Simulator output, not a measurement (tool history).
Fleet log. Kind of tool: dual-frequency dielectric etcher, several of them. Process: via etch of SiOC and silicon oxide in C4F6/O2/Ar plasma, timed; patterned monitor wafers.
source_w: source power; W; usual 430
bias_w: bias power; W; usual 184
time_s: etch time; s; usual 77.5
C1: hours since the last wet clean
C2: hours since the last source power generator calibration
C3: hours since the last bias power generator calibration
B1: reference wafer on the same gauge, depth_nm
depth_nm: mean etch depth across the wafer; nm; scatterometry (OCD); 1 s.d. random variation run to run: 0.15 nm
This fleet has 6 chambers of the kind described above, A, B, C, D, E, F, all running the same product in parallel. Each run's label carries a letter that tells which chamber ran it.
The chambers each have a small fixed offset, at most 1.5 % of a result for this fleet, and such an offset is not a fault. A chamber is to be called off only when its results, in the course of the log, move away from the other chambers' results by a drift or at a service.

run 1C hour=6.1 | source_w=430 bias_w=184 time_s=77.5 | C1=333.5 C2=3681.4 C3=1371.1 | B1=91.679 | depth_nm=89.422
run 2A hour=14.7 | source_w=430 bias_w=184 time_s=77.5 | C1=113.1 C2=211.7 C3=1118.4 | B1=91.710 | depth_nm=89.892
run 3E hour=24.0 | source_w=430 bias_w=184 time_s=77.5 | C1=348.5 C2=307.3 C3=3410.7 | B1=91.645 | depth_nm=89.292
run 4D hour=31.6 | source_w=430 bias_w=184 time_s=77.5 | C1=169.0 C2=1685.7 C3=930.1 | B1=91.676 | depth_nm=90.105
-- hour=35.3 chamber D: source power generator calibrated
run 5B hour=41.6 | source_w=430 bias_w=184 time_s=77.5 | C1=66.2 C2=2560.8 C3=3665.7 | B1=91.659 | depth_nm=90.967
run 6F hour=53.4 | source_w=430 bias_w=184 time_s=77.5 | C1=275.9 C2=2867.2 C3=3942.9 | B1=91.613 | depth_nm=91.790
-- hour=55.9 chamber F: source power generator calibrated
run 7A hour=60.3 | source_w=430 bias_w=184 time_s=77.5 | C1=158.7 C2=257.3 C3=1164.0 | B1=91.559 | depth_nm=90.015
run 8B hour=67.7 | source_w=430 bias_w=184 time_s=88.5 | C1=92.3 C2=2586.9 C3=3691.8 | B1=91.602 | depth_nm=103.870
run 9D hour=79.1 | source_w=430 bias_w=184 time_s=88.5 | C1=216.5 C2=43.9 C3=977.6 | B1=91.566 | depth_nm=103.090
run 10E hour=90.8 | source_w=430 bias_w=184 time_s=88.5 | C1=415.3 C2=374.1 C3=3477.5 | B1=91.546 | depth_nm=101.960
-- hour=94.8 chamber C: wet clean of the chamber
run 11C hour=97.4 | source_w=430 bias_w=184 time_s=88.5 | C1=2.6 C2=3772.7 C3=1462.4 | B1=91.523 | depth_nm=101.800
run 12F hour=108.5 | source_w=430 bias_w=184 time_s=88.5 | C1=331.0 C2=52.7 C3=3998.0 | B1=91.535 | depth_nm=104.510
-- hour=116.7 chamber F: bias power generator calibrated
run 13F hour=119.0 | source_w=430 bias_w=184 time_s=88.5 | C1=341.5 C2=63.2 C3=2.3 | B1=91.530 | depth_nm=104.220
run 14D hour=126.5 | source_w=510 bias_w=206 time_s=77.5 | C1=263.9 C2=91.3 C3=1025.0 | B1=91.462 | depth_nm=99.633
run 15A hour=135.4 | source_w=510 bias_w=206 time_s=77.5 | C1=233.8 C2=332.4 C3=1239.1 | B1=91.469 | depth_nm=99.512
-- hour=145.3 chamber F: wet clean of the chamber
run 16C hour=147.3 | source_w=510 bias_w=206 time_s=77.5 | C1=52.5 C2=3822.6 C3=1512.3 | B1=91.486 | depth_nm=98.726
run 17B hour=155.0 | source_w=510 bias_w=206 time_s=77.5 | C1=179.6 C2=2674.2 C3=3779.1 | B1=91.457 | depth_nm=100.750
run 18E hour=164.1 | source_w=510 bias_w=206 time_s=77.5 | C1=488.6 C2=447.4 C3=3550.8 | B1=91.467 | depth_nm=99.192
run 19E hour=175.5 | source_w=510 bias_w=206 time_s=77.5 | C1=500.0 C2=458.8 C3=3562.2 | B1=91.399 | depth_nm=98.950
run 20F hour=181.3 | source_w=430 bias_w=184 time_s=77.5 | C1=36.1 C2=125.5 C3=64.6 | B1=91.385 | depth_nm=91.411
-- hour=181.9 chamber B: bias power generator calibrated
-- hour=183.7 chamber E: wet clean of the chamber
run 21B hour=190.2 | source_w=430 bias_w=212 time_s=64.0 | C1=214.8 C2=2709.4 C3=8.3 | B1=91.440 | depth_nm=78.201
run 22C hour=197.2 | source_w=430 bias_w=212 time_s=64.0 | C1=102.4 C2=3872.5 C3=1562.2 | B1=91.370 | depth_nm=77.062
run 23D hour=209.5 | source_w=430 bias_w=212 time_s=64.0 | C1=346.9 C2=174.3 C3=1108.0 | B1=91.403 | depth_nm=77.669
run 24A hour=220.7 | source_w=430 bias_w=212 time_s=64.0 | C1=319.1 C2=417.7 C3=1324.4 | B1=91.345 | depth_nm=77.388
run 25E hour=228.0 | source_w=430 bias_w=212 time_s=64.0 | C1=44.3 C2=511.3 C3=3614.7 | B1=91.346 | depth_nm=77.174
-- hour=232.7 chamber D: wet clean of the chamber
-- hour=233.0 chamber A: wet clean of the chamber
run 26C hour=240.1 | source_w=430 bias_w=212 time_s=64.0 | C1=145.3 C2=3915.4 C3=1605.1 | B1=91.310 | depth_nm=76.953
run 27D hour=249.5 | source_w=430 bias_w=184 time_s=77.5 | C1=16.8 C2=214.3 C3=1148.0 | B1=91.261 | depth_nm=89.936
run 28B hour=260.4 | source_w=430 bias_w=184 time_s=77.5 | C1=285.0 C2=2779.6 C3=78.5 | B1=91.309 | depth_nm=90.359
run 29F hour=267.1 | source_w=430 bias_w=184 time_s=77.5 | C1=121.9 C2=211.3 C3=150.4 | B1=91.314 | depth_nm=91.074
run 30A hour=277.5 | source_w=520 bias_w=228 time_s=77.5 | C1=44.5 C2=474.5 C3=1381.2 | B1=91.284 | depth_nm=102.930
run 31D hour=289.9 | source_w=520 bias_w=228 time_s=77.5 | C1=57.2 C2=254.7 C3=1188.4 | B1=91.278 | depth_nm=103.600
run 32F hour=299.2 | source_w=520 bias_w=228 time_s=77.5 | C1=154.0 C2=243.4 C3=182.5 | B1=91.202 | depth_nm=105.100
run 33E hour=306.0 | source_w=520 bias_w=228 time_s=77.5 | C1=122.3 C2=589.3 C3=3692.7 | B1=91.251 | depth_nm=103.040
run 34A hour=317.4 | source_w=520 bias_w=228 time_s=77.5 | C1=84.4 C2=514.4 C3=1421.1 | B1=91.223 | depth_nm=103.140
run 35C hour=326.2 | source_w=520 bias_w=228 time_s=77.5 | C1=231.4 C2=4001.5 C3=1691.2 | B1=91.198 | depth_nm=102.810
run 36B hour=333.6 | source_w=430 bias_w=184 time_s=77.5 | C1=358.2 C2=2852.8 C3=151.7 | B1=91.222 | depth_nm=90.525
run 37F hour=341.6 | source_w=500 bias_w=152 time_s=77.5 | C1=196.4 C2=285.8 C3=224.9 | B1=91.135 | depth_nm=90.823
run 38A hour=353.9 | source_w=500 bias_w=152 time_s=77.5 | C1=120.9 C2=550.9 C3=1457.6 | B1=91.136 | depth_nm=89.100
run 39E hour=364.4 | source_w=500 bias_w=152 time_s=77.5 | C1=180.7 C2=647.7 C3=3751.1 | B1=91.147 | depth_nm=89.133
run 40C hour=370.3 | source_w=500 bias_w=152 time_s=77.5 | C1=275.5 C2=4045.6 C3=1735.3 | B1=91.139 | depth_nm=88.700
run 41D hour=380.3 | source_w=500 bias_w=152 time_s=77.5 | C1=147.6 C2=345.1 C3=1278.8 | B1=91.105 | depth_nm=89.751
run 42B hour=390.3 | source_w=500 bias_w=152 time_s=77.5 | C1=414.9 C2=2909.5 C3=208.4 | B1=91.098 | depth_nm=90.155
run 43A hour=398.5 | source_w=430 bias_w=184 time_s=77.5 | C1=165.5 C2=595.5 C3=1502.2 | B1=91.080 | depth_nm=89.485

Is one chamber out of step, is the gauge drifting, or do the chambers differ by no more than their own small offsets? For an off chamber, give its letter and the likeliest cause.

Gauge drift. The chambers move together only on paper, and none stands off.
What lies behind it: gauge reads low (%) = 0.682.
